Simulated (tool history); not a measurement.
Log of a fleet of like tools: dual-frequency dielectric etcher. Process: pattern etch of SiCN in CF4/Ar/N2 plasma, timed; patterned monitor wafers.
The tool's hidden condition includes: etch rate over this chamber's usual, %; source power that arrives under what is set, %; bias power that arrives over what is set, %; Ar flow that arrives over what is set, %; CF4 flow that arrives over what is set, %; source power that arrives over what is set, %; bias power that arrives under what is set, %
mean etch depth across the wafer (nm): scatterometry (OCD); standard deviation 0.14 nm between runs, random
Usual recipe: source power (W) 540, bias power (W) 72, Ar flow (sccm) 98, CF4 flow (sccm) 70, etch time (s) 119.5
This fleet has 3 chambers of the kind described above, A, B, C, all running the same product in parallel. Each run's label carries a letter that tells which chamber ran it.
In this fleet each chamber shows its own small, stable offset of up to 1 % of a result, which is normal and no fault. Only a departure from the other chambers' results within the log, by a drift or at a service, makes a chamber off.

run    day  source power (W)  bias power (W)  Ar flow (sccm)  CF4 flow (sccm)  etch time (s)  hours since the last wet clean  hours since the last source power generator calibration  hours since the last bias power generator calibration  hours since the last Ar flow controller change  hours since the last CF4 flow controller change  read-back reference wafer on the same gauge, depth_nm  mean etch depth across the wafer (nm)
 1C  0.221               540              72              98               70          119.5                           528.5                                                   2269.2                                                 1573.4                                           202.7                                           2997.8                                                 110.97                                120.470
 2B  0.329               540              72              98               70          119.5                           323.8                                                   2964.3                                                 2189.8                                           691.8                                           2735.5                                                 110.99                                121.130
 3A  0.475               540              72              98               70          119.5                           322.2                                                   2984.9                                                 1465.3                                          1375.2                                           1600.9                                                 110.91                                120.220
 4C  0.658               540              72              98               70          119.5                           539.0                                                   2279.7                                                 1583.9                                           213.2                                           3008.3                                                 110.95                                120.460
 5B  0.879               540              72              98               70           96.0                           337.0                                                   2977.5                                                 2203.0                                           705.0                                           2748.7                                                 110.86                                 97.449
 6A  1.025               540              72              98               70           96.0                           335.4                                                   2998.1                                                 1478.5                                          1388.4                                           1614.1                                                 110.84                                 96.732
 7B  1.183               540              72              98               70           96.0                           344.3                                                   2984.8                                                 2210.3                                           712.3                                           2756.0                                                 110.83                                 96.973
 8C  1.358               540              72              98               70          119.5                           555.8                                                   2296.5                                                 1600.7                                           230.0                                           3025.1                                                 110.82                                120.300
 9A  1.496               540              72              98               70          119.5                           346.7                                                   3009.4                                                 1489.8                                          1399.7                                           1625.4                                                 110.79                                120.420
10A  1.662               540              72              98               70          119.5                           350.7                                                   3013.4                                                 1493.8                                          1403.7                                           1629.4                                                 110.76                                120.290
11B  1.879               540              72              98               70          119.5                           361.0                                                   3001.5                                                 2227.0                                           729.0                                           2772.7                                                 110.76                                120.730
12C  1.992               540              72              98               70          119.5                           571.0                                                   2311.7                                                 1615.9                                           245.2                                           3040.3                                                 110.74                                120.030
13A  2.154               540              72              98               70          119.5                           362.5                                                   3025.2                                                 1505.6                                          1415.5                                           1641.2                                                 110.72                                120.110
     2.275  -- chamber C: wet clean of the chamber
14C  2.308               540              72              98               70          119.5                             0.8                                                   2319.3                                                 1623.5                                           252.8                                           3047.9                                                 110.73                                120.100
15B  2.488               540              72              98               70          119.5                           375.6                                                   3016.1                                                 2241.6                                           743.6                                           2787.3                                                 110.70                                120.550
16C  2.708               540              72              98               70          119.5                            10.4                                                   2328.9                                                 1633.1                                           262.4                                           3057.5                                                 110.67                                119.990
17B  2.921               540              72              98               70          119.5                           386.0                                                   3026.5                                                 2252.0                                           754.0                                           2797.7                                                 110.63                                120.760
18A  3.033               540              72              98               70          154.5                           383.6                                                   3046.3                                                 1526.7                                          1436.6                                           1662.3                                                 110.62                                155.130
19A  3.229               540              72              98               70          154.5                           388.3                                                   3051.0                                                 1531.4                                          1441.3                                           1667.0                                                 110.56                                155.190
     3.421  -- chamber A: wet clean of the chamber
20B  3.421               540              72              98               70          154.5                           398.0                                                   3038.5                                                 2264.0                                           766.0                                           2809.7                                                 110.55                                155.880
21C  3.521               540              72              98               70          119.5                            29.9                                                   2348.4                                                 1652.6                                           281.9                                           3077.0                                                 110.55                                119.950
22C  3.633               540              72              98               70          119.5                            32.6                                                   2351.1                                                 1655.3                                           284.6                                           3079.7                                                 110.53                                119.920
23B  3.783               540              64             111               70          119.5                           406.7                                                   3047.2                                                 2272.7                                           774.7                                           2818.4                                                 110.53                                113.640
24A  3.929               540              64             111               70          119.5                            12.2                                                   3067.8                                                 1548.2                                          1458.1                                           1683.8                                                 110.48                                112.850
25C  4.146               540              64             111               70          119.5                            44.9                                                   2363.4                                                 1667.6                                           296.9                                           3092.0                                                 110.49                                113.010

Is one chamber out of step, is the gauge drifting, or do the chambers differ by no more than their own small offsets? For an off chamber, give its letter and the likeliest cause.

No chamber is off; the gauge reading every chamber's wafers drifts, which makes the whole fleet appear to move together.
What lies behind it: gauge reads low (%) = 0.492.

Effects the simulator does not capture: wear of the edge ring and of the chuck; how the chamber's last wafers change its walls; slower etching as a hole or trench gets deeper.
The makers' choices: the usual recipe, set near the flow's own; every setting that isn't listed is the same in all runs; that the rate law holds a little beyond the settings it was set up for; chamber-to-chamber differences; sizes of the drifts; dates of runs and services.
